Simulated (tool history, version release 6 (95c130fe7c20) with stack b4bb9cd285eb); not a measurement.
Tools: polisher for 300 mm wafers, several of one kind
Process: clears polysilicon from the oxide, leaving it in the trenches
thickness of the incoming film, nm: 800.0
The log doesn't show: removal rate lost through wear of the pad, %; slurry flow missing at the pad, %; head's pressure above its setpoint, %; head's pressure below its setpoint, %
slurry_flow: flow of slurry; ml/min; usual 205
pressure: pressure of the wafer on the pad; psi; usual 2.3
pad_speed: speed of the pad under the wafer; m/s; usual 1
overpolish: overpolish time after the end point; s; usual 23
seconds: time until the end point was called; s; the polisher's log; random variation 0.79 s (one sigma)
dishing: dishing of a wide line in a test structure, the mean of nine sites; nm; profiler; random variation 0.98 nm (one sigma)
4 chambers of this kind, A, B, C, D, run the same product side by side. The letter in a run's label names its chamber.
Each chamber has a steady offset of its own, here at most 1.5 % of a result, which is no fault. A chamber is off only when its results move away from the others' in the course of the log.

run   hour  slurry_flow  pressure  pad_speed  overpolish  wafers polished on this pad  hours since the slurry nozzle was cleaned  hours since the head pressure was calibrated  seconds  dishing
       0.5  -- chamber D: worn pad replaced by a new one
 1D    9.9          205       2.3          1          23                          108                                      970.4                                         348.8   70.182   72.568
        21  -- chamber D: slurry nozzle cleaned
 2A   21.3          205       2.3          1          23                          567                                       33.9                                           926   69.784   73.521
 3C   35.3          205       2.3          1          23                          498                                      223.7                                          80.1   69.384   73.565
 4B   45.9          205       2.3          1          23                          981                                      471.2                                         753.9   70.793   75.167
      52.7  -- chamber B: worn pad replaced by a new one
        53  -- chamber A: worn pad replaced by a new one
      58.1  -- chamber C: slurry nozzle cleaned
 5C   60.5          205       2.3          1          23                          789                                        2.5                                         105.3   69.003   73.127
 6A   68.8          205       2.3          1          23                          183                                       81.4                                         973.5   70.244   72.933
 7B   76.6          205       2.3          1          23                          277                                      501.9                                         784.6   70.209   71.814
 8D   85.4          205       2.3          1          23                          981                                       64.5                                         424.3   69.294   75.197
 9B    101          160       2.3          1          33                          558                                      526.3                                           809   71.476   74.755
10C  114.1          160       2.3          1          33                         1408                                       56.1                                         158.9   73.396    75.18
       119  -- chamber C: worn pad replaced by a new one
     121.4  -- chamber D: worn pad replaced by a new one
11D  123.8          160       2.3          1          33                           27                                      102.9                                         462.7    71.06   75.633
     132.6  -- chamber B: worn pad replaced by a new one
12A  135.8          160       2.3          1          33                          957                                      148.4                                        1040.5   71.635   74.659
     140.8  -- chamber A: worn pad replaced by a new one
13D  145.9          205       2.3          1          23                          283                                        125                                         484.8   70.526   73.243
       152  -- chamber A: head pressure recalibrated
14B  156.9          205       2.3          1          23                          281                                      582.2                                         864.9   69.837    73.64
     163.7  -- chamber B: slurry nozzle cleaned
15A  166.9          205       2.3          1          23                          302                                      179.5                                            15   68.588   73.473
16C  179.4          205       2.3          1          23                          697                                      121.4                                         224.2   69.583   71.444
17D  187.5          205       2.3          1          23                          763                                      166.6                                         526.4   69.191     75.5
18A  201.9          205       2.3          1          23                          706                                      214.5                                            50   69.505   72.818
19C  215.5          205       2.3          1          23                         1114                                      157.5                                         260.3   70.122   73.722
20B  224.4          205       2.3          1          23                         1060                                       60.8                                         932.4   70.206   74.373
     226.2  -- chamber B: worn pad replaced by a new one
     226.5  -- chamber C: worn pad replaced by a new one
     229.8  -- chamber D: worn pad replaced by a new one
       237  -- chamber A: worn pad replaced by a new one
     238.5  -- chamber D: head pressure recalibrated
     238.9  -- chamber A: slurry nozzle cleaned
21A  240.1          205       2.3          1          23                           35                                        1.2                                          88.2   68.966   73.521
22D  251.3          205       2.3          1          23                          249                                      230.4                                          12.8   69.473   73.969
23B  260.7          205       2.3          1          33                          399                                       97.1                                         968.7   70.226   74.851
24C  274.9          205       2.3          1          33                          559                                      216.9                                         319.7   68.844   75.212
25D  290.1          205       2.3          1          33                          697                                      269.2                                          51.6   69.354   76.259
26A  303.6          205       2.3          1          33                          769                                       64.7                                         151.7   69.079   74.273
27B  314.1          205       2.3          1          23                         1016                                      150.5                                        1022.1   68.691   75.447
     314.7  -- chamber A: worn pad replaced by a new one
     317.6  -- chamber B: worn pad replaced by a new one
28C  323.2          205       2.3          1          23                         1117                                      265.2                                           368   70.001   72.028
29D  332.7          225       2.3          1          17                         1189                                      311.8                                          94.2   69.385   71.043
30C  341.8          225       2.3          1          17                         1332                                      283.8                                         386.6   69.033   68.698
     343.8  -- chamber D: worn pad replaced by a new one
     344.5  -- chamber C: worn pad replaced by a new one
31A  349.6          225       2.3          1          17                          403                                      110.7                                         197.7   69.664   70.507
32B  357.5          225       2.3          1          17                          462                                      193.9                                        1065.5   68.237   73.215
33D  367.4          205       2.3          1          23                          273                                      346.5                                         128.9    70.48    74.05
     382.9  -- chamber C: slurry nozzle cleaned
34C  383.5          205       2.3          1          23                          450                                        0.7                                         428.3   68.955   74.696
     398.9  -- chamber A: worn pad replaced by a new one
35B  399.5          205       2.3          1          23                          947                                      235.9                                        1107.5   70.027   73.226
36A  412.2          205       2.3       0.74          23                          154                                      173.3                                         260.3   95.211   68.787
37C  422.4          205       2.3       0.74          23                          900                                       39.6                                         467.2   94.387   68.189
38A  436.2          205       2.3       0.74          23                          431                                      197.3                                         284.3   95.032   69.774

All 4 chambers run these settings next. Forecast each chamber's results:
39A  447.7          205       2.3          1          23                                                                                                                              ?        ?
39B  447.7          205       2.3          1          23                                                                                                                              ?        ?
39C  447.7          205       2.3          1          23                                                                                                                              ?        ?
39D  447.7          205       2.3          1          23                                                                                                                              ?        ?

run  seconds  dishing
39A   69.731     74.4
39B   68.402   71.379
39C   69.219   73.048
39D   69.416   75.611
